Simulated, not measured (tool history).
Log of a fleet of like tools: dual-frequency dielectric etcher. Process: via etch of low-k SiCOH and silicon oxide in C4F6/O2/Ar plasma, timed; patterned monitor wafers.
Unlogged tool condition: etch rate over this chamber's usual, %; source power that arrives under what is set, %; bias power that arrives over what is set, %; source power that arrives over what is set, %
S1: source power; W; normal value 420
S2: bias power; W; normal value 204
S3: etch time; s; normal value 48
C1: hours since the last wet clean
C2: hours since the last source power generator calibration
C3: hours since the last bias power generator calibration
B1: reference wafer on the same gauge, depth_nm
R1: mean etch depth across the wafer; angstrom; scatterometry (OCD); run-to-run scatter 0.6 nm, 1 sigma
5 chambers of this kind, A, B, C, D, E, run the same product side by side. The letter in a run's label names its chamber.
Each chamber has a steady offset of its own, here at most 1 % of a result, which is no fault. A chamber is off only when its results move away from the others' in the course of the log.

run 1B hour=9.4 | S1=420 S2=204 S3=48 | C1=359.5 C2=1400.8 C3=2713.6 | B1=141.02 | R1=1204
run 2A hour=20.2 | S1=420 S2=204 S3=48 | C1=210.4 C2=2245.2 C3=1456.2 | B1=140.9 | R1=1206.3
run 3D hour=33 | S1=420 S2=204 S3=48 | C1=144.6 C2=3844.3 C3=2488.6 | B1=141.02 | R1=1211.8
run 4C hour=44.5 | S1=420 S2=204 S3=48 | C1=281.4 C2=1438.5 C3=2715.8 | B1=140.95 | R1=1197.2
run 5E hour=53.6 | S1=420 S2=235 S3=40.5 | C1=62.1 C2=1169.5 C3=217.3 | B1=140.89 | R1=1062.7
run 6B hour=64.4 | S1=420 S2=235 S3=40.5 | C1=414.5 C2=1455.8 C3=2768.6 | B1=140.97 | R1=1071.8
run 7D hour=74.8 | S1=420 S2=235 S3=40.5 | C1=186.4 C2=3886.1 C3=2530.4 | B1=140.98 | R1=1074.7
run 8A hour=85.7 | S1=420 S2=235 S3=40.5 | C1=275.9 C2=2310.7 C3=1521.7 | B1=141.02 | R1=1056.3
-- hour=87.5 chamber B: bias power generator calibrated
run 9E hour=100.3 | S1=420 S2=235 S3=40.5 | C1=108.8 C2=1216.2 C3=264 | B1=141.07 | R1=1063.7
run 10C hour=112.1 | S1=420 S2=204 S3=48 | C1=349 C2=1506.1 C3=2783.4 | B1=141 | R1=1187.7
run 11C hour=122 | S1=420 S2=204 S3=48 | C1=358.9 C2=1516 C3=2793.3 | B1=140.81 | R1=1190.6
run 12D hour=131 | S1=420 S2=204 S3=48 | C1=242.6 C2=3942.3 C3=2586.6 | B1=141 | R1=1207.6
run 13A hour=146.6 | S1=420 S2=174 S3=53.5 | C1=336.8 C2=2371.6 C3=1582.6 | B1=140.91 | R1=1270.4
-- hour=151.2 chamber C: wet clean of the chamber
run 14B hour=158.8 | S1=420 S2=174 S3=53.5 | C1=508.9 C2=1550.2 C3=71.3 | B1=140.88 | R1=1275
-- hour=161.4 chamber A: wet clean of the chamber
-- hour=168.5 chamber B: wet clean of the chamber
run 15E hour=170.4 | S1=420 S2=174 S3=53.5 | C1=178.9 C2=1286.3 C3=334.1 | B1=140.98 | R1=1282
run 16B hour=182.1 | S1=420 S2=174 S3=53.5 | C1=13.6 C2=1573.5 C3=94.6 | B1=140.99 | R1=1284
run 17D hour=197.4 | S1=420 S2=174 S3=53.5 | C1=309 C2=4008.7 C3=2653 | B1=141.04 | R1=1268.3
run 18A hour=206.5 | S1=420 S2=161 S3=48 | C1=45.2 C2=2431.5 C3=1642.5 | B1=141.16 | R1=1124.3
run 19E hour=221.4 | S1=420 S2=161 S3=48 | C1=229.9 C2=1337.3 C3=385.1 | B1=141.08 | R1=1116.6
run 20C hour=231.8 | S1=420 S2=161 S3=48 | C1=80.7 C2=1625.8 C3=2903.1 | B1=141.04 | R1=1102.8
run 21E hour=242.6 | S1=420 S2=161 S3=48 | C1=251.1 C2=1358.5 C3=406.3 | B1=141.06 | R1=1114.8
run 22B hour=250.2 | S1=420 S2=161 S3=48 | C1=81.7 C2=1641.6 C3=162.7 | B1=140.97 | R1=1114.2
run 23C hour=258.8 | S1=420 S2=204 S3=48 | C1=107.7 C2=1652.8 C3=2930.1 | B1=141.11 | R1=1198.8
run 24D hour=275.1 | S1=510 S2=178 S3=48 | C1=386.7 C2=4086.4 C3=2730.7 | B1=140.73 | R1=1249
run 25A hour=289.6 | S1=510 S2=178 S3=48 | C1=128.3 C2=2514.6 C3=1725.6 | B1=140.9 | R1=1244.9
run 26A hour=301 | S1=510 S2=178 S3=48 | C1=139.7 C2=2526 C3=1737 | B1=140.7 | R1=1244.8
run 27C hour=308.4 | S1=510 S2=178 S3=48 | C1=157.3 C2=1702.4 C3=2979.7 | B1=141.1 | R1=1239.7
run 28B hour=321.5 | S1=510 S2=178 S3=48 | C1=153 C2=1712.9 C3=234 | B1=140.99 | R1=1238.3
run 29D hour=335.4 | S1=420 S2=204 S3=48 | C1=447 C2=4146.7 C3=2791 | B1=141.04 | R1=1208.6
run 30E hour=346.6 | S1=420 S2=204 S3=48 | C1=355.1 C2=1462.5 C3=510.3 | B1=140.87 | R1=1211.7
-- hour=349.8 chamber D: source power generator calibrated
run 31A hour=356.2 | S1=420 S2=204 S3=48 | C1=194.9 C2=2581.2 C3=1792.2 | B1=141.06 | R1=1207.7
run 32D hour=368.4 | S1=420 S2=204 S3=48 | C1=480 C2=18.7 C3=2824 | B1=140.94 | R1=1202.5
-- hour=378.9 chamber E: wet clean of the chamber
run 33C hour=384.9 | S1=420 S2=204 S3=48 | C1=233.8 C2=1778.9 C3=3056.2 | B1=141.1 | R1=1190.8
run 34B hour=398.2 | S1=420 S2=204 S3=48 | C1=229.7 C2=1789.6 C3=310.7 | B1=140.98 | R1=1212.2
run 35E hour=413.5 | S1=420 S2=204 S3=48 | C1=34.6 C2=1529.4 C3=577.2 | B1=140.95 | R1=1200
-- hour=416.7 chamber A: bias power generator calibrated
run 36A hour=426.4 | S1=420 S2=204 S3=48 | C1=265.1 C2=2651.4 C3=9.7 | B1=141.02 | R1=1207.6

Read the log: is a single chamber off, either drifting away or since a service, is the gauge that measures every chamber drifting, or is nothing wrong beyond small per-chamber offsets? Name any odd chamber and what most likely caused it.

All chambers stay in line apart from their small fixed offsets, and the gauge does not drift.
